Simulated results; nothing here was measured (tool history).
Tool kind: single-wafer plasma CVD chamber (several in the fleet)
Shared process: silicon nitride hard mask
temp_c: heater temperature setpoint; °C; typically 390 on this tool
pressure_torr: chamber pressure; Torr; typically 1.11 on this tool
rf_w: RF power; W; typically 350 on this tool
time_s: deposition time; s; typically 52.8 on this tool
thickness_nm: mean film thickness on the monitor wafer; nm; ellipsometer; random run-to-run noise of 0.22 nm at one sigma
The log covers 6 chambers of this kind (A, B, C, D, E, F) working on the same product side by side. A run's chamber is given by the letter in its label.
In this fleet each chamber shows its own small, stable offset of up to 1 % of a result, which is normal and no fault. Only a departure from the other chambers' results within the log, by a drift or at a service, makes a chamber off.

run   hour  temp_c  pressure_torr  rf_w  time_s  read-back reference wafer on the same gauge, thickness_nm  thickness_nm
 1F    6.8     390           1.11   350    52.8                                                     64.529        60.135
 2E   14.1     390           1.11   350    52.8                                                     64.406        59.649
 3C   20.9     390           1.11   350    52.8                                                     64.494        60.024
 4D   27.3     390           1.11   350    52.8                                                     64.482        59.867
      29.8  -- chamber E: RF generator calibrated
 5A   35.9     390           1.11   350    52.8                                                     64.488        59.786
 6B   42.9     390           1.11   350    52.8                                                     64.554        60.364
 7B   48.1     390           1.11   305    52.8                                                     64.473        55.063
 8E   54.9     390           1.11   305    52.8                                                     64.543        55.106
 9F   64.3     390           1.11   305    52.8                                                     64.537         54.72
10C   75.1     390           1.11   305    52.8                                                      64.51        55.044
11D     84     390           1.11   305    52.8                                                     64.515        55.219
12A     94     390           1.11   305    52.8                                                     64.419        54.536
13D   99.4     390           1.11   350    52.8                                                      64.46        60.197
14F  109.9     390           1.11   350    52.8                                                     64.508        59.923
15C  119.7     390           1.11   350    52.8                                                     64.486        59.605
16A  128.1     390           1.11   350    52.8                                                     64.533        59.355
17E  137.4     378           1.11   350    52.8                                                      64.53        60.541
18B  147.4     378           1.11   350    52.8                                                     64.499        60.627
19C  153.9     378           1.11   350    52.8                                                     64.404        60.373
20D  164.7     378           1.11   350    52.8                                                     64.526        60.346
21B  173.2     378           1.11   350    52.8                                                      64.49        60.334
22E  183.5     378           1.11   350    52.8                                                     64.472        59.852
23A  191.7     390           1.11   350    52.8                                                     64.505        59.419
24F  202.5     390           1.11   350    52.8                                                     64.548        59.745
25A  209.7     390           1.11   350    52.8                                                     64.523        59.569
26B  216.5     390           1.11   350    52.8                                                     64.501        60.225
27E  226.1     390           1.11   350    52.8                                                     64.465        60.058
28F  236.1     390           1.11   350    52.8                                                     64.517        59.703
29C    247     390           1.11   350    52.8                                                     64.523        59.937
     256.3  -- chamber B: capacitance manometer re-zeroed and calibrated
30D  257.1     390           1.11   350    52.8                                                      64.54        59.595
31A    262     390           1.11   350    52.8                                                     64.498         59.93
32F  268.2     390           1.11   350    52.8                                                     64.475         60.25
33D  275.6     390           1.11   350    52.8                                                     64.429        59.809
34E  280.7     390           1.11   350    52.8                                                     64.483         59.99
35C  287.6     390           1.11   350    52.8                                                     64.507        60.026
36B  293.1     390           1.11   350    52.8                                                     64.442        60.913
37D  303.1     390           0.97   350    45.1                                                     64.503        49.082
38C  310.5     390           0.97   350    45.1                                                     64.523        49.075
39E  319.2     390           0.97   350    45.1                                                     64.506        49.145
40A  327.2     390           0.97   350    45.1                                                     64.455        48.864
41F    338     390           0.97   350    45.1                                                      64.52        49.271
42B  342.9     390           0.97   350    45.1                                                     64.494        49.425
43A  351.8     390           0.98   350      58                                                     64.494        63.207

Each of the 6 chambers runs these same settings next. Fill in every chamber's results:
44A  359.9     390           1.11   350    52.8                                                                        ?
44B  359.9     390           1.11   350    52.8                                                                        ?
44C  359.9     390           1.11   350    52.8                                                                        ?
44D  359.9     390           1.11   350    52.8                                                                        ?
44E  359.9     390           1.11   350    52.8                                                                        ?
44F  359.9     390           1.11   350    52.8                                                                        ?

run  thickness_nm
44A        59.586
44B        60.933
44C        60.227
44D        59.569
44E        60.481
44F        60.124
